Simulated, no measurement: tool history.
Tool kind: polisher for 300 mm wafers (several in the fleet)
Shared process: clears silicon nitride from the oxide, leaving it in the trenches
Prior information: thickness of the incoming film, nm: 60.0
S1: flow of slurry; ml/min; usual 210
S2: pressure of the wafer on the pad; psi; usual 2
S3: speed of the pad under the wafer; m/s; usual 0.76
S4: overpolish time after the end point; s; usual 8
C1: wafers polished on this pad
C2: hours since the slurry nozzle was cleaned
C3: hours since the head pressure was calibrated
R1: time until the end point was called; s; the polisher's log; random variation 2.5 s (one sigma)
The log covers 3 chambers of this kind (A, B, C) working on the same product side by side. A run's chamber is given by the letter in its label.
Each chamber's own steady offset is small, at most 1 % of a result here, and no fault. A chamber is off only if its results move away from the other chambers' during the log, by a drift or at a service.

run  hour   S1   S2    S3  S4   C1     C2      C3      R1
 1A   3.3  210    2  0.76   8  231  152.8  1192.7  141.35
 2C   8.1  210    2  0.76   8  391  286.9   612.7  143.21
 3B  12.5  210    2  0.76   8  343  256.3   281.4  144.73
 4B  16.6  210    2  0.76   8  367  260.4   285.5  143.66
 5A  20.1  210    2  0.76  12  328  169.6  1209.5  143.12
 6C  23.5  210    2  0.76  12  480  302.3   628.1   145.9
 7A  28.1  210    2  0.76  12  374  177.6  1217.5  144.51
 8B  32.2  210    2  0.76   8  457    276   301.1  141.53
 9C  34.4  210    2  0.76   8  542  313.2     639  149.65
     37.3  -- chamber C: slurry nozzle cleaned
10B  37.8  210    2  0.76   6  489  281.6   306.7   137.4
11C  41.3  210    2  0.76   6  582      4   645.9  146.12
     41.9  -- chamber B: worn pad replaced by a new one
12A  43.7  210    2  0.76   6  463  193.2  1233.1  140.65
13C  47.2  210    2  0.76   8  616    9.9   651.8  146.85
14A  49.7  210    2  0.76   8  498  199.2  1239.1  142.88
15B  52.8  210    2  0.76   8   63  296.6   321.7  140.42
16C  55.8  210  2.5  0.76   5  666   18.5   660.4  123.47
17B  59.2  210  2.5  0.76   5   99    303   328.1  114.09
18A  62.5  210  2.5  0.76   5  572    212  1251.9  113.84
19A  66.3  210    2  0.76   8  594  215.8  1255.7  145.39
20C    71  210    2  0.76   8  753   33.7   675.6  155.02
21B  73.1  210    2  0.76   8  179  316.9     342     144
22A  76.6  210    2  0.76   8  653  226.1    1266  143.75
23C  79.2  210    2  0.76   8  800   41.9   683.8  158.28
24B  81.5  210    2  0.76   8  228  325.3   350.4  144.15
25B  84.6  210    2  0.76   8  246  328.4   353.5  140.98
26C    87  210    2  0.76   8  845   49.7   691.6  159.48
27A  91.4  210    2  0.76   8  738  240.9  1280.8  144.15
28C  94.7  210    2  0.76   8  890   57.4   699.3  164.11
29B  97.1  210    2  0.76   8  318  340.9     366  142.29

Is one chamber out of step, is the gauge drifting, or do the chambers differ by no more than their own small offsets? For an off chamber, give its letter and the likeliest cause.

Little by little, chamber C moves away from the other chambers.
Likeliest cause: removal rate lost through wear of the pad, % = 11.7.
It could be hard to tell apart here from: head's pressure below its setpoint, %.

Here are 4 candidates for chamber C's next run, each the usual settings with a change, their results left as question marks. Which one brings its results back in line with what the others give on the usual settings?
Maximum distance from the other chambers' mean on the usual settings for a result to count as in line: R1 8.7 s
30C-1  100.6  210   2  0.66   8               ?
30C-2  100.6  210   2  0.86   8               ?
30C-3  100.6  210   2  0.74   8               ?
30C-4  100.6  250   2  0.76   8               ?

On the usual settings, the other chambers give on average: R1 142.97 s
  run      R1
30C-1  187.33
30C-2  143.96
30C-3  167.18
30C-4  159.46
The answer is 30C-2, which returns the chamber to within the allowed miss of the others.
